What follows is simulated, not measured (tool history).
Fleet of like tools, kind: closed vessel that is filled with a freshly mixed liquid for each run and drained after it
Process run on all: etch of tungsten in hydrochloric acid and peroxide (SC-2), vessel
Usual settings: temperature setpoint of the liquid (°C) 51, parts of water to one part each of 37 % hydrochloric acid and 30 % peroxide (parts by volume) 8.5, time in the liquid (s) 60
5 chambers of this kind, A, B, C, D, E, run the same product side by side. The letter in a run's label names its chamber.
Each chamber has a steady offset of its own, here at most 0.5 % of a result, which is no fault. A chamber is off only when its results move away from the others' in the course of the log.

run,hour,temperature setpoint of the liquid (°C),parts of water to one part each of 37 % hydrochloric acid and 30 % peroxide (parts by volume),time in the liquid (s),hours since the thermometer was replaced,hours since the chemicals flow meter was replaced,hours since the drum of peroxide was connected,"read-back film thickness of the tungsten reference wafer, read on the same gauge (nm)",thickness taken off the tungsten on a monitor wafer (angstrom)
1B,2.3,51,8.5,60,706.5,649.8,543.2,120.02,177.12
2D,5.8,51,8.5,60,1859.8,223.4,129.9,119.99,176.44
3E,9.8,51,8.5,60,1193.1,1296.6,468.4,119.99,177.55
4C,13.1,51,8.5,60,132,349.3,149.8,119.98,174.86
5A,17.8,51,8.5,60,496.3,285.5,147,119.98,176.33
6D,21.3,51,8.5,60,1875.3,238.9,145.4,119.98,175.1
7B,24.6,51,8.5,60,728.8,672.1,565.5,120.02,176.55
8C,27.1,51,8.5,60,146,363.3,163.8,120.01,174.6
9E,29.6,51,8.5,60,1212.9,1316.4,488.2,119.99,175.61
10A,33.9,51,8.5,60,512.4,301.6,163.1,119.99,176.41
11B,38.1,51,8.5,60,742.3,685.6,579,119.99,176.64
12A,42.3,42,6.5,60,520.8,310,171.5,120.01,118.5
13E,45.3,42,6.5,60,1228.6,1332.1,503.9,120,118.49
14C,48.1,42,6.5,60,167,384.3,184.8,120,118.14
15D,50.8,42,6.5,60,1904.8,268.4,174.9,120.01,117.33
16A,54.7,42,6.5,60,533.2,322.4,183.9,119.97,119.1
17B,58.6,51,8.5,60,762.8,706.1,599.5,120.01,176.85
18C,62.7,51,8.5,60,181.6,398.9,199.4,120.02,175.27
19D,65.8,51,8.5,60,1919.8,283.4,189.9,120,176.94
20E,69.1,51,8.5,60,1252.4,1355.9,527.7,120,176.7
21A,72.5,60.5,8.5,60,551,340.2,201.7,120,321.24
22B,77.4,60.5,8.5,60,781.6,724.9,618.3,119.99,322.53
23D,80.4,60.5,8.5,60,1934.4,298,204.5,120.01,329.76
24E,83.7,60.5,8.5,60,1267,1370.5,542.3,120.01,323.13
25C,87,60.5,8.5,60,205.9,423.2,223.7,120.02,321.37
26E,89.9,51,8.5,60,1273.2,1376.7,548.5,119.99,176.36
27B,94.8,51,8.5,60,799,742.3,635.7,119.98,176.36
28C,97.6,51,8.5,60,216.5,433.8,234.3,120,175.7
29D,102,51,8.5,60,1956,319.6,226.1,120.02,175.47
30A,106,51,6,60,584.5,373.7,235.2,120,231.59
31D,109.6,51,6,60,1963.6,327.2,233.7,120.01,231.42
32A,114.4,51,6,60,592.9,382.1,243.6,119.99,229.89
33B,119.4,51,6,60,823.6,766.9,660.3,120.01,231.42
34C,124.6,51,6,60,243.5,460.8,261.3,120,230.07

Decide between three cases: one chamber stands off from its peers, the gauge reading all wafers drifts, or nothing is wrong past each chamber's small offset. Where a chamber is off, say which and what most likely put it there.

No chamber stands off beyond its own small offset, and the gauge holds steady.

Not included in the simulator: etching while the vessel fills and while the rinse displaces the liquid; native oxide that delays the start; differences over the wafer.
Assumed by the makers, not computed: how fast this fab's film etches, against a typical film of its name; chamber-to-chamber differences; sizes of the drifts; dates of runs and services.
